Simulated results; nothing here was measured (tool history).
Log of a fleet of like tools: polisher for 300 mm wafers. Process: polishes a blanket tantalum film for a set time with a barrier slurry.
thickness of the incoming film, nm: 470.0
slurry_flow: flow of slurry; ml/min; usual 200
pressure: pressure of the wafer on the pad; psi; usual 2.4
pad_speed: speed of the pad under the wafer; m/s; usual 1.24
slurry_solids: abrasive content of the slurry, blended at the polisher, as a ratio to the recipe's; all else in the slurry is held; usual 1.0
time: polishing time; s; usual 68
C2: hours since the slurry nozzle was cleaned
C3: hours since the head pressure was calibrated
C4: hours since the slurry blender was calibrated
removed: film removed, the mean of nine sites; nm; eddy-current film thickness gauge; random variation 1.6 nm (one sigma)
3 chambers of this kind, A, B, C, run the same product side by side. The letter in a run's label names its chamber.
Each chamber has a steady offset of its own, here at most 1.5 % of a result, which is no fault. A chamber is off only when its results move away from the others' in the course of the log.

{"hour": 2.3, "done": "chamber B: worn pad replaced by a new one"}
{"run": "1B", "hour": 3.7, "slurry_flow": 200, "pressure": 2.4, "pad_speed": 1.24, "slurry_solids": 1.0, "time": 68, "wafers polished on this pad": 19, "C2": 553.4, "C3": 765.4, "C4": 59.9, "removed": 172.69}
{"run": "2A", "hour": 9.0, "slurry_flow": 200, "pressure": 2.4, "pad_speed": 1.24, "slurry_solids": 1.0, "time": 68, "wafers polished on this pad": 847, "C2": 421.6, "C3": 596.6, "C4": 85.5, "removed": 175.16}
{"run": "3C", "hour": 11.9, "slurry_flow": 200, "pressure": 2.4, "pad_speed": 1.24, "slurry_solids": 1.0, "time": 68, "wafers polished on this pad": 526, "C2": 252.0, "C3": 251.6, "C4": 159.6, "removed": 172.07}
{"run": "4C", "hour": 15.7, "slurry_flow": 200, "pressure": 2.4, "pad_speed": 1.24, "slurry_solids": 1.0, "time": 68, "wafers polished on this pad": 575, "C2": 255.8, "C3": 255.4, "C4": 163.4, "removed": 168.7}
{"run": "5B", "hour": 20.4, "slurry_flow": 200, "pressure": 2.4, "pad_speed": 1.24, "slurry_solids": 1.0, "time": 68, "wafers polished on this pad": 234, "C2": 570.1, "C3": 782.1, "C4": 76.6, "removed": 172.23}
{"run": "6A", "hour": 24.1, "slurry_flow": 200, "pressure": 2.4, "pad_speed": 1.24, "slurry_solids": 1.0, "time": 68, "wafers polished on this pad": 1042, "C2": 436.7, "C3": 611.7, "C4": 100.6, "removed": 174.05}
{"run": "7C", "hour": 30.1, "slurry_flow": 200, "pressure": 2.4, "pad_speed": 1.24, "slurry_solids": 1.0, "time": 68, "wafers polished on this pad": 761, "C2": 270.2, "C3": 269.8, "C4": 177.8, "removed": 172.47}
{"run": "8B", "hour": 35.8, "slurry_flow": 200, "pressure": 2.4, "pad_speed": 1.24, "slurry_solids": 1.0, "time": 68, "wafers polished on this pad": 433, "C2": 585.5, "C3": 797.5, "C4": 92.0, "removed": 171.85}
{"run": "9A", "hour": 39.9, "slurry_flow": 200, "pressure": 2.4, "pad_speed": 1.24, "slurry_solids": 1.0, "time": 68, "wafers polished on this pad": 1246, "C2": 452.5, "C3": 627.5, "C4": 116.4, "removed": 176.71}
{"run": "10C", "hour": 45.8, "slurry_flow": 200, "pressure": 2.4, "pad_speed": 1.24, "slurry_solids": 1.0, "time": 68, "wafers polished on this pad": 964, "C2": 285.9, "C3": 285.5, "C4": 193.5, "removed": 169.21}
{"hour": 47.0, "done": "chamber C: slurry blender recalibrated"}
{"hour": 48.3, "done": "chamber A: worn pad replaced by a new one"}
{"hour": 50.2, "done": "chamber B: head pressure recalibrated"}
{"run": "11B", "hour": 50.3, "slurry_flow": 255, "pressure": 2.4, "pad_speed": 1.24, "slurry_solids": 1.1, "time": 68, "wafers polished on this pad": 620, "C2": 600.0, "C3": 0.1, "C4": 106.5, "removed": 183.36}
{"run": "12A", "hour": 55.6, "slurry_flow": 255, "pressure": 2.4, "pad_speed": 1.24, "slurry_solids": 1.1, "time": 68, "wafers polished on this pad": 95, "C2": 468.2, "C3": 643.2, "C4": 132.1, "removed": 183.69}
{"run": "13A", "hour": 60.9, "slurry_flow": 255, "pressure": 2.4, "pad_speed": 1.24, "slurry_solids": 1.1, "time": 68, "wafers polished on this pad": 163, "C2": 473.5, "C3": 648.5, "C4": 137.4, "removed": 183.37}
{"run": "14B", "hour": 64.4, "slurry_flow": 200, "pressure": 2.4, "pad_speed": 1.24, "slurry_solids": 1.0, "time": 68, "wafers polished on this pad": 802, "C2": 614.1, "C3": 14.2, "C4": 120.6, "removed": 171.93}
{"run": "15C", "hour": 70.3, "slurry_flow": 200, "pressure": 2.4, "pad_speed": 1.24, "slurry_solids": 1.0, "time": 68, "wafers polished on this pad": 1280, "C2": 310.4, "C3": 310.0, "C4": 23.3, "removed": 164.85}
{"run": "16C", "hour": 73.7, "slurry_flow": 200, "pressure": 2.4, "pad_speed": 1.24, "slurry_solids": 1.0, "time": 68, "wafers polished on this pad": 1324, "C2": 313.8, "C3": 313.4, "C4": 26.7, "removed": 169.85}
{"run": "17A", "hour": 77.5, "slurry_flow": 200, "pressure": 2.4, "pad_speed": 1.24, "slurry_solids": 1.0, "time": 68, "wafers polished on this pad": 377, "C2": 490.1, "C3": 665.1, "C4": 154.0, "removed": 176.73}
{"run": "18B", "hour": 83.7, "slurry_flow": 200, "pressure": 2.4, "pad_speed": 1.24, "slurry_solids": 1.0, "time": 68, "wafers polished on this pad": 1051, "C2": 633.4, "C3": 33.5, "C4": 139.9, "removed": 173.45}
{"run": "19C", "hour": 89.0, "slurry_flow": 200, "pressure": 2.4, "pad_speed": 1.24, "slurry_solids": 1.0, "time": 68, "wafers polished on this pad": 1521, "C2": 329.1, "C3": 328.7, "C4": 42.0, "removed": 165.89}
{"run": "20A", "hour": 94.9, "slurry_flow": 200, "pressure": 2.4, "pad_speed": 1.24, "slurry_solids": 1.0, "time": 68, "wafers polished on this pad": 602, "C2": 507.5, "C3": 682.5, "C4": 171.4, "removed": 173.1}
{"run": "21B", "hour": 98.0, "slurry_flow": 200, "pressure": 2.4, "pad_speed": 1.24, "slurry_solids": 1.0, "time": 68, "wafers polished on this pad": 1235, "C2": 647.7, "C3": 47.8, "C4": 154.2, "removed": 173.16}
{"hour": 100.1, "done": "chamber B: slurry nozzle cleaned"}
{"run": "22A", "hour": 100.9, "slurry_flow": 200, "pressure": 2.4, "pad_speed": 1.24, "slurry_solids": 1.0, "time": 68, "wafers polished on this pad": 679, "C2": 513.5, "C3": 688.5, "C4": 177.4, "removed": 174.47}
{"hour": 103.0, "done": "chamber B: worn pad replaced by a new one"}
{"hour": 104.1, "done": "chamber A: slurry nozzle cleaned"}
{"run": "23C", "hour": 104.1, "slurry_flow": 200, "pressure": 2.4, "pad_speed": 1.24, "slurry_solids": 1.0, "time": 68, "wafers polished on this pad": 1716, "C2": 344.2, "C3": 343.8, "C4": 57.1, "removed": 162.09}
{"run": "24B", "hour": 110.7, "slurry_flow": 200, "pressure": 2.4, "pad_speed": 1.24, "slurry_solids": 1.0, "time": 68, "wafers polished on this pad": 100, "C2": 10.6, "C3": 60.5, "C4": 166.9, "removed": 174.14}
{"run": "25B", "hour": 115.7, "slurry_flow": 200, "pressure": 2.4, "pad_speed": 1.24, "slurry_solids": 1.0, "time": 68, "wafers polished on this pad": 164, "C2": 15.6, "C3": 65.5, "C4": 171.9, "removed": 174.76}
{"run": "26C", "hour": 120.6, "slurry_flow": 200, "pressure": 2.4, "pad_speed": 1.24, "slurry_solids": 1.0, "time": 68, "wafers polished on this pad": 1929, "C2": 360.7, "C3": 360.3, "C4": 73.6, "removed": 158.62}
{"run": "27A", "hour": 123.6, "slurry_flow": 200, "pressure": 2.4, "pad_speed": 1.24, "slurry_solids": 1.0, "time": 68, "wafers polished on this pad": 972, "C2": 19.6, "C3": 711.2, "C4": 200.1, "removed": 175.35}
{"run": "28C", "hour": 129.9, "slurry_flow": 200, "pressure": 2.4, "pad_speed": 1.24, "slurry_solids": 1.0, "time": 68, "wafers polished on this pad": 2049, "C2": 370.0, "C3": 369.6, "C4": 82.9, "removed": 158.59}

Next, every chamber runs the same settings. What will each give?
{"run": "29A", "hour": 134.8, "slurry_flow": 200, "pressure": 2.4, "pad_speed": 1.24, "slurry_solids": 0.8, "time": 68, "removed": "?"}
{"run": "29B", "hour": 134.8, "slurry_flow": 200, "pressure": 2.4, "pad_speed": 1.24, "slurry_solids": 0.8, "time": 68, "removed": "?"}
{"run": "29C", "hour": 134.8, "slurry_flow": 200, "pressure": 2.4, "pad_speed": 1.24, "slurry_solids": 0.8, "time": 68, "removed": "?"}

run=29A removed=161.55
run=29B removed=166.69
run=29C removed=147.95

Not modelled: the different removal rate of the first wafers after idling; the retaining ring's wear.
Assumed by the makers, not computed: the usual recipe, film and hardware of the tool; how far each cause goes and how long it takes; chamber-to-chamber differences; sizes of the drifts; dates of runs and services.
